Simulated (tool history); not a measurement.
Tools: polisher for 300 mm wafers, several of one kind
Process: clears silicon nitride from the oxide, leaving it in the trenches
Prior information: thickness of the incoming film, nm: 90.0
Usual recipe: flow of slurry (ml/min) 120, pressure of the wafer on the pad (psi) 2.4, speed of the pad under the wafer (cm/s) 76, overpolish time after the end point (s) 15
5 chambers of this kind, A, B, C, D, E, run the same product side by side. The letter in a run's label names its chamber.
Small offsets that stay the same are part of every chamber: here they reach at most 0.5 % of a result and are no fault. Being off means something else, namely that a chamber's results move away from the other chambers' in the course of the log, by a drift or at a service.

run,day,flow of slurry (ml/min),pressure of the wafer on the pad (psi),speed of the pad under the wafer (cm/s),overpolish time after the end point (s),time until the end point was called (s)
# day 0.279: chamber D: worn pad replaced by a new one
1D,0.517,120,2.4,76,15,172.75
2E,0.85,120,2.4,76,15,173.29
3C,1.112,120,2.4,76,15,176.26
4A,1.5,120,2.4,76,15,173.99
# day 1.692: chamber E: worn pad replaced by a new one
5B,1.954,90,2.4,76,12,186.57
6B,2.192,90,2.4,76,12,183.15
# day 2.562: chamber A: worn pad replaced by a new one
7C,2.642,90,2.4,76,12,184.55
8D,3.038,90,2.4,76,12,188.25
# day 3.342: chamber A: slurry nozzle cleaned
9A,3.429,90,2.4,76,12,182.39
# day 3.5: chamber E: head pressure recalibrated
# day 3.567: chamber C: worn pad replaced by a new one
10E,3.725,100,2.4,76,15,178.31
11A,4.071,100,2.4,76,15,180.04
# day 4.325: chamber D: worn pad replaced by a new one
12D,4.458,100,2.4,76,15,180.47
13B,4.917,100,2.4,76,15,178.4
14E,5.204,100,2.4,76,15,174.7
15C,5.546,120,2.4,76,15,171.27
16E,6,120,2.4,76,15,168.71
# day 6.004: chamber B: slurry nozzle cleaned
17D,6.321,120,2.4,76,15,170.97
# day 6.542: chamber C: head pressure recalibrated
# day 6.658: chamber C: slurry nozzle cleaned
18A,6.842,120,2.4,76,15,171.99
# day 6.954: chamber B: worn pad replaced by a new one
19C,7.108,120,2.4,76,15,152.32
20B,7.596,120,3,76,23,134.59
21C,8.125,120,3,76,23,122.81
22E,8.412,120,3,76,23,134.8
23A,8.675,120,3,76,23,138.06
# day 8.679: chamber A: worn pad replaced by a new one
# day 8.712: chamber D: worn pad replaced by a new one
# day 9.15: chamber C: worn pad replaced by a new one
24D,9.196,120,3,76,23,136.27
25B,9.496,135,2.4,90,15,142.77
# day 9.817: chamber B: head pressure recalibrated
26A,9.942,135,2.4,90,15,146.1
27E,10.333,135,2.4,90,15,139.37
28D,10.754,135,2.4,90,15,143.01
# day 10.954: chamber E: slurry nozzle cleaned
29C,11.046,135,2.4,90,15,126.48
# day 11.175: chamber E: worn pad replaced by a new one
30B,11.517,120,2.4,76,15,170.89
31B,12.038,120,2.4,76,15,171.35
32D,12.579,120,2.4,76,15,172.41
33C,12.875,120,2.4,76,15,155.72
# day 13.008: chamber D: worn pad replaced by a new one
34A,13.325,120,2.4,76,15,173.9
35E,13.75,120,2.4,76,15,175.08
# day 14.171: chamber C: worn pad replaced by a new one
36D,14.217,120,2.4,76,15,169.47
37C,14.725,120,2.4,76,15,154.53

Does one chamber stand apart from the rest, does the shared gauge drift, or is all well apart from small per-chamber offsets? Give the chamber and the most likely cause, where there is one.

A service left chamber C off against the others.
Likeliest cause: head's pressure above its setpoint, % = 10.5.

Here are 4 candidates for chamber C's next run, each the usual settings with a change, their results left as question marks. Which one brings its results back in line with what the others give on the usual settings?
In line here means within this much of the mean the other chambers give on the usual settings: time until the end point was called (s) 6.4
38C-1,15.112,120,2.4,78,15,?
38C-2,15.112,120,2.4,74,15,?
38C-3,15.112,120,2.4,84,15,?
38C-4,15.112,120,2.4,68,15,?

Other chambers, usual settings, mean: time until the end point was called (s) 171.93
run,time until the end point was called (s)
38C-1,151.55
38C-2,159.68
38C-3,140.8
38C-4,173.66
38C-4 puts the chamber back in line with the other chambers.

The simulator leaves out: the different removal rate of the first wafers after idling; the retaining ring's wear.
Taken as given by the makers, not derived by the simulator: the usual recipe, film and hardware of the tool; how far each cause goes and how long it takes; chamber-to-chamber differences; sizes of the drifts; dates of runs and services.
